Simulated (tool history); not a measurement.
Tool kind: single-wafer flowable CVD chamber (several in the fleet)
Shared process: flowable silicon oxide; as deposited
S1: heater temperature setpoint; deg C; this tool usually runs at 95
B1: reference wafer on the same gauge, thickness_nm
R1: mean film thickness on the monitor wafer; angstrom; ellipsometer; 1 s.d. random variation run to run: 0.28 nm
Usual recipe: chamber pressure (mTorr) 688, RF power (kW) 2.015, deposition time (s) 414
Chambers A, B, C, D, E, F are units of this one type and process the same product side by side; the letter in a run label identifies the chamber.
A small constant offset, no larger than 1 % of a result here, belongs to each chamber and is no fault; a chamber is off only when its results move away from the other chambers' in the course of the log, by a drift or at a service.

Run 1C, hour 7.8: usual settings; B1 223.97. Result: R1 2454.9 angstrom.
Run 2D, hour 16.7: usual settings; B1 224.00. Result: R1 2433.5 angstrom.
Run 3F, hour 27.1: usual settings; B1 223.97. Result: R1 2416.4 angstrom.
Run 4E, hour 38.2: usual settings; B1 223.97. Result: R1 2417.9 angstrom.
Run 5B, hour 49.6: usual settings; B1 223.93. Result: R1 2411.0 angstrom.
Run 6A, hour 63.5: usual settings; B1 223.92. Result: R1 2438.4 angstrom.
Run 7A, hour 78.0: usual settings; B1 223.80. Result: R1 2428.8 angstrom.
Run 8E, hour 92.2: usual settings but RF power (kW) 1.625, deposition time (s) 476; B1 223.81. Result: R1 2632.8 angstrom.
At hour 96.6: chamber C: RF generator calibrated.
Run 9D, hour 105.8: usual settings but RF power (kW) 1.625, deposition time (s) 476; B1 223.81. Result: R1 2650.7 angstrom.
Run 10C, hour 119.9: usual settings but RF power (kW) 1.625, deposition time (s) 476; B1 223.68. Result: R1 2671.2 angstrom.
Run 11B, hour 128.6: usual settings but RF power (kW) 1.625, deposition time (s) 476; B1 223.74. Result: R1 2626.6 angstrom.
Run 12F, hour 141.5: usual settings but RF power (kW) 1.625, deposition time (s) 476; B1 223.64. Result: R1 2624.9 angstrom.
Run 13F, hour 149.1: usual settings but RF power (kW) 1.625, deposition time (s) 476; B1 223.64. Result: R1 2624.9 angstrom.
Run 14C, hour 156.1: usual settings; B1 223.68. Result: R1 2447.5 angstrom.
Run 15E, hour 164.2: usual settings but S1 106 deg C, chamber pressure (mTorr) 774; B1 223.69. Result: R1 1959.7 angstrom.
Run 16D, hour 174.2: usual settings but S1 106 deg C, chamber pressure (mTorr) 774; B1 223.54. Result: R1 1993.2 angstrom.
Run 17A, hour 189.4: usual settings but S1 106 deg C, chamber pressure (mTorr) 774; B1 223.62. Result: R1 1970.7 angstrom.
Run 18B, hour 200.5: usual settings but S1 106 deg C, chamber pressure (mTorr) 774; B1 223.60. Result: R1 1969.3 angstrom.
Run 19B, hour 215.5: usual settings but S1 106 deg C, chamber pressure (mTorr) 774; B1 223.52. Result: R1 1973.8 angstrom.
Run 20E, hour 223.2: usual settings but S1 106 deg C, chamber pressure (mTorr) 774; B1 223.51. Result: R1 1957.8 angstrom.
Run 21D, hour 235.8: usual settings; B1 223.49. Result: R1 2423.9 angstrom.
Run 22A, hour 247.8: usual settings; B1 223.46. Result: R1 2429.1 angstrom.
Run 23C, hour 259.5: usual settings; B1 223.33. Result: R1 2442.1 angstrom.
Run 24F, hour 266.3: usual settings; B1 223.44. Result: R1 2413.8 angstrom.
Run 25F, hour 275.3: usual settings; B1 223.39. Result: R1 2411.9 angstrom.
Run 26A, hour 285.9: usual settings but S1 105 deg C, deposition time (s) 441; B1 223.42. Result: R1 1852.0 angstrom.
At hour 299.5: chamber F: RF generator calibrated.
Run 27B, hour 299.9: usual settings but S1 105 deg C, deposition time (s) 441; B1 223.31. Result: R1 1849.6 angstrom.
Run 28E, hour 315.4: usual settings but S1 105 deg C, deposition time (s) 441; B1 223.29. Result: R1 1839.5 angstrom.
Run 29C, hour 327.3: usual settings but S1 105 deg C, deposition time (s) 441; B1 223.32. Result: R1 1868.6 angstrom.
Run 30D, hour 338.2: usual settings but S1 105 deg C, deposition time (s) 441; B1 223.26. Result: R1 1858.6 angstrom.
Run 31D, hour 353.3: usual settings but S1 105 deg C, deposition time (s) 441; B1 223.20. Result: R1 1858.8 angstrom.
Run 32F, hour 363.7: usual settings; B1 223.18. Result: R1 2407.4 angstrom.
Run 33A, hour 376.9: usual settings; B1 223.11. Result: R1 2428.5 angstrom.
Run 34E, hour 390.6: usual settings; B1 223.13. Result: R1 2413.4 angstrom.
Run 35C, hour 405.9: usual settings; B1 223.09. Result: R1 2434.9 angstrom.
Run 36B, hour 420.0: usual settings; B1 223.05. Result: R1 2405.9 angstrom.
Run 37D, hour 431.6: usual settings; B1 223.00. Result: R1 2419.6 angstrom.
Run 38F, hour 440.2: usual settings; B1 223.05. Result: R1 2410.8 angstrom.
Run 39C, hour 450.6: usual settings; B1 223.01. Result: R1 2442.4 angstrom.
Run 40A, hour 464.2: usual settings; B1 222.93. Result: R1 2427.7 angstrom.

Next, every chamber runs the same settings. What will each give?
Run 41A, hour 475.3: usual settings. Result: R1 ?.
Run 41B, hour 475.3: usual settings. Result: R1 ?.
Run 41C, hour 475.3: usual settings. Result: R1 ?.
Run 41D, hour 475.3: usual settings. Result: R1 ?.
Run 41E, hour 475.3: usual settings. Result: R1 ?.
Run 41F, hour 475.3: usual settings. Result: R1 ?.

run      R1
41A  2422.5
41B  2404.5
41C  2443.2
41D  2421.5
41E  2414.8
41F  2403.4
